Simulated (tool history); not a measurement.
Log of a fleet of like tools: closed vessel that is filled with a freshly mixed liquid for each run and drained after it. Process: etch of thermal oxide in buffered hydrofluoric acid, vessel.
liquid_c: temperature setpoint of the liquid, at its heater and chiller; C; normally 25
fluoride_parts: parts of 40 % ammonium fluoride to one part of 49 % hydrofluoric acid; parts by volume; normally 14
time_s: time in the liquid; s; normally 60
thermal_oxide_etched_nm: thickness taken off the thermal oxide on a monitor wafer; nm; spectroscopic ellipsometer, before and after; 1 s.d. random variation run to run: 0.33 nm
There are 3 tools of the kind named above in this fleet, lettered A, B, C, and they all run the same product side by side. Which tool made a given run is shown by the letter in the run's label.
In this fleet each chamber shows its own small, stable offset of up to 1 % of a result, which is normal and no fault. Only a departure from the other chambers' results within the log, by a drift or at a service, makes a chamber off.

| run | hour | liquid_c | fluoride_parts | time_s | read-back film thickness of the thermal oxide reference wafer, read on the same gauge (nm) | thermal_oxide_etched_nm |
|---|---|---|---|---|---|---|
| 1A | 6.5 | 25 | 14 | 60 | 150.03 | 52.459 |
| 2B | 16 | 25 | 14 | 60 | 149.98 | 53.15 |
| 3C | 29.9 | 25 | 14 | 60 | 149.99 | 52.36 |
|  | 38.4 | chamber C: hydrofluoric acid flow meter replaced |
| 4B | 43.6 | 25 | 14 | 60 | 150.04 | 52.591 |
| 5C | 50.1 | 25 | 14 | 60 | 149.99 | 52.559 |
| 6A | 63.8 | 25 | 14 | 60 | 149.99 | 52.663 |
| 7C | 71.3 | 25 | 14 | 60 | 149.97 | 52.562 |
| 8A | 77.4 | 25 | 14 | 60 | 149.98 | 52.504 |
| 9B | 87.8 | 25 | 9.5 | 60 | 150.02 | 75.704 |
| 10A | 99.7 | 25 | 9.5 | 60 | 149.99 | 75.553 |
| 11C | 107.2 | 25 | 9.5 | 60 | 150.05 | 74.829 |
| 12B | 117.4 | 25 | 14 | 60 | 149.97 | 52.593 |
| 13B | 127.5 | 25 | 14 | 60 | 150 | 52.853 |
| 14C | 134.3 | 25 | 14 | 60 | 150.03 | 52.208 |
|  | 136.5 | chamber A: hydrofluoric acid flow meter replaced |
| 15A | 148.4 | 21.5 | 9.5 | 60 | 149.99 | 61.733 |
| 16B | 155 | 21.5 | 9.5 | 60 | 150 | 62.036 |
| 17C | 163.5 | 21.5 | 9.5 | 60 | 150.02 | 61.488 |
| 18A | 173.7 | 25 | 14 | 60 | 149.99 | 52.459 |
| 19B | 183 | 25 | 14 | 60 | 150 | 52.352 |
| 20C | 193.3 | 25 | 14 | 60 | 149.99 | 52.313 |
| 21A | 201 | 25 | 14 | 60 | 150.01 | 52.393 |
| 22B | 211 | 25 | 14 | 60 | 150 | 52.95 |
| 23A | 221.9 | 25 | 14 | 60 | 150 | 53.082 |
| 24C | 233.1 | 25 | 14 | 60 | 150.01 | 52.449 |
| 25A | 245.1 | 25 | 14 | 60 | 150.03 | 52.894 |
| 26B | 254.1 | 25 | 14 | 60 | 149.98 | 53.138 |
| 27C | 263.5 | 25 | 14 | 60 | 149.99 | 52.422 |
| 28B | 272.5 | 25 | 14 | 60 | 150 | 52.485 |
| 29A | 281.9 | 25 | 14 | 60 | 150 | 53.505 |
| 30C | 294.2 | 25 | 14 | 60 | 150.03 | 51.612 |
| 31A | 303.6 | 25 | 14 | 60 | 149.97 | 52.532 |
| 32C | 317.5 | 25 | 14 | 60 | 150.02 | 52.364 |
| 33B | 324 | 25 | 14 | 60 | 150.02 | 52.754 |
|  | 325 | chamber A: thermometer replaced |
| 34B | 337.4 | 25 | 14 | 60 | 149.98 | 53.029 |
| 35A | 351.7 | 25 | 14 | 60 | 150 | 52.412 |
| 36C | 361.7 | 25 | 14 | 60 | 150.01 | 52.527 |
| 37A | 370.9 | 25 | 14 | 60 | 150 | 52.829 |
| 38C | 384.5 | 21.5 | 14 | 35 | 150.02 | 25.144 |
| 39B | 396.4 | 21.5 | 14 | 35 | 150.01 | 25.205 |
| 40A | 407 | 21.5 | 14 | 35 | 149.99 | 25.248 |

Read the log: is a single chamber off, either drifting away or since a service, is the gauge that measures every chamber drifting, or is nothing wrong beyond small per-chamber offsets? Name any odd chamber and what most likely caused it.

Neither any chamber nor the gauge drifts; the chambers differ only by their own small, steady offsets.
